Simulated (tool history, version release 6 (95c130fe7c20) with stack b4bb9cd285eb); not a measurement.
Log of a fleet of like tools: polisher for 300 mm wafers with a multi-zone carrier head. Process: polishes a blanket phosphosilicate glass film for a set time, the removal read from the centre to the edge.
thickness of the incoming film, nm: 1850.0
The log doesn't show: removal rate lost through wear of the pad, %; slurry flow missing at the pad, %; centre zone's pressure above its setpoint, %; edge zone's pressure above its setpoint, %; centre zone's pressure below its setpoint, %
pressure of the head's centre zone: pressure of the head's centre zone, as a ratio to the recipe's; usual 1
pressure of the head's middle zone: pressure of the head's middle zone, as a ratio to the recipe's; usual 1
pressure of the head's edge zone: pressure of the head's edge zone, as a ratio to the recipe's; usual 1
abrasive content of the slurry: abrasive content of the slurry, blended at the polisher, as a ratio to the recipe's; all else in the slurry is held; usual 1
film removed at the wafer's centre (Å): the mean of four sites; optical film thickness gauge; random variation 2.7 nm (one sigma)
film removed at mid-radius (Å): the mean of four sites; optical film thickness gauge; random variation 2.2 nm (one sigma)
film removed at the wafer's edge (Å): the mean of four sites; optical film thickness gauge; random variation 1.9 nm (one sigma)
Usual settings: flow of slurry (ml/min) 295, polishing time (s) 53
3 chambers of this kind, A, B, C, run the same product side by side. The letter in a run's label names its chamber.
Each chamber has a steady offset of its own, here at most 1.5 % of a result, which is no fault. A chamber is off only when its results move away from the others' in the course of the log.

| run | day | flow of slurry (ml/min) | pressure of the head's centre zone | pressure of the head's middle zone | pressure of the head's edge zone | abrasive content of the slurry | polishing time (s) | wafers polished on this pad | hours since the slurry nozzle was cleaned | hours since the centre zone pressure was calibrated | hours since the edge zone pressure was calibrated | film removed at the wafer's centre (Å) | film removed at mid-radius (Å) | film removed at the wafer's edge (Å) |
|---|---|---|---|---|---|---|---|---|---|---|---|---|---|---|
|  | 0.008 | chamber B: centre zone pressure recalibrated |
|  | 0.342 | chamber B: worn pad replaced by a new one |
| 1C | 0.408 | 295 | 1 | 1 | 1 | 1 | 53 | 508 | 301.7 | 114.2 | 556.3 | 2614.5 | 2729.2 | 2617.7 |
|  | 0.542 | chamber C: worn pad replaced by a new one |
| 2B | 0.825 | 295 | 1 | 1 | 1 | 1 | 53 | 112 | 106 | 19.7 | 211.8 | 2634.8 | 2626 | 2630.6 |
| 3A | 1.021 | 295 | 1 | 1 | 1 | 1 | 53 | 428 | 402.3 | 171.1 | 757.6 | 2613.7 | 2654.4 | 2625.7 |
| 4B | 1.379 | 295 | 1 | 1 | 1 | 1 | 53 | 240 | 119.3 | 33 | 225.1 | 2656.3 | 2626.7 | 2616.9 |
|  | 1.521 | chamber A: worn pad replaced by a new one |
| 5A | 1.767 | 295 | 1 | 1 | 1 | 1 | 53 | 56 | 420.2 | 189 | 775.5 | 2593.6 | 2593.7 | 2595.6 |
| 6C | 2.008 | 295 | 1 | 1 | 1 | 1 | 53 | 339 | 340.1 | 152.6 | 594.7 | 2610 | 2663.3 | 2619.2 |
| 7C | 2.262 | 235 | 1 | 0.96 | 1 | 1 | 53 | 398 | 346.2 | 158.7 | 600.8 | 2540.1 | 2491.8 | 2590.3 |
| 8A | 2.675 | 235 | 1 | 0.96 | 1 | 1 | 53 | 266 | 442 | 210.8 | 797.3 | 2549.5 | 2538.4 | 2551.7 |
|  | 2.771 | chamber C: worn pad replaced by a new one |
| 9B | 2.888 | 235 | 1 | 0.96 | 1 | 1 | 53 | 588 | 155.5 | 69.2 | 261.3 | 2530.1 | 2450.7 | 2550.1 |
| 10A | 3.158 | 295 | 1 | 1 | 1 | 1 | 53 | 378 | 453.6 | 222.4 | 808.9 | 2643 | 2621.1 | 2594.2 |
| 11B | 3.367 | 295 | 1 | 1 | 1 | 1 | 53 | 698 | 167 | 80.7 | 272.8 | 2552.6 | 2615.3 | 2637.2 |
|  | 3.517 | chamber A: worn pad replaced by a new one |
| 12C | 3.646 | 295 | 1 | 0.9 | 1 | 1 | 47 | 202 | 379.4 | 191.9 | 634 | 2291 | 2145.9 | 2355.3 |
| 13B | 4.05 | 295 | 1 | 0.9 | 1 | 1 | 47 | 856 | 183.4 | 97.1 | 289.2 | 2321.4 | 2143.8 | 2323.1 |
|  | 4.179 | chamber B: worn pad replaced by a new one |
| 14C | 4.358 | 295 | 1 | 0.9 | 1 | 1 | 47 | 367 | 396.5 | 209 | 651.1 | 2328.3 | 2173.4 | 2363 |
| 15A | 4.779 | 295 | 1 | 1 | 1 | 1 | 53 | 292 | 492.5 | 261.3 | 847.8 | 2642.8 | 2675.2 | 2631.1 |
| 16A | 5.117 | 295 | 1 | 0.96 | 0.91 | 1 | 53 | 370 | 500.6 | 269.4 | 855.9 | 2608.5 | 2553.5 | 2463.3 |
| 17B | 5.442 | 295 | 1 | 0.96 | 0.91 | 1 | 53 | 291 | 216.8 | 130.5 | 322.6 | 2639.1 | 2573.3 | 2512.5 |
|  | 5.471 | chamber C: worn pad replaced by a new one |
| 18C | 5.679 | 295 | 1 | 0.96 | 0.91 | 1 | 53 | 48 | 428.2 | 240.7 | 682.8 | 2607.1 | 2533.8 | 2519.2 |
|  | 5.717 | chamber A: worn pad replaced by a new one |
|  | 5.817 | chamber C: edge zone pressure recalibrated |
| 19A | 5.929 | 295 | 1 | 1 | 1 | 1 | 53 | 49 | 520.1 | 288.9 | 875.4 | 2608.9 | 2664.5 | 2565.2 |
| 20C | 6.308 | 295 | 1 | 1 | 1 | 1 | 53 | 193 | 443.3 | 255.8 | 11.8 | 2570.3 | 2649.7 | 2644.8 |
| 21B | 6.571 | 295 | 1 | 1 | 1 | 1 | 53 | 552 | 243.9 | 157.6 | 349.7 | 2612.6 | 2632.9 | 2582.8 |
| 22B | 6.883 | 295 | 1 | 1 | 1 | 1 | 53 | 624 | 251.4 | 165.1 | 357.2 | 2630.1 | 2656.6 | 2603.3 |
| 23C | 7.183 | 295 | 0.95 | 1 | 1 | 1.2 | 53 | 395 | 464.3 | 276.8 | 32.8 | 2641.4 | 2899.7 | 2834.9 |
| 24A | 7.379 | 295 | 0.95 | 1 | 1 | 1.2 | 53 | 384 | 554.9 | 323.7 | 910.2 | 2669 | 2816.9 | 2834.2 |

Next, every chamber runs the same settings. What will each give?
| 25A | 7.679 | 295 | 1 | 1 | 1 | 1.15 | 53 |  |  |  |  | ? | ? | ? |
| 25B | 7.679 | 295 | 1 | 1 | 1 | 1.15 | 53 |  |  |  |  | ? | ? | ? |
| 25C | 7.679 | 295 | 1 | 1 | 1 | 1.15 | 53 |  |  |  |  | ? | ? | ? |

| run | film removed at the wafer's centre (Å) | film removed at mid-radius (Å) | film removed at the wafer's edge (Å) |
|---|---|---|---|
| 25A | 2758.6 | 2808.2 | 2790.8 |
| 25B | 2767.3 | 2824.8 | 2789.9 |
| 25C | 2744.5 | 2826.9 | 2807.1 |
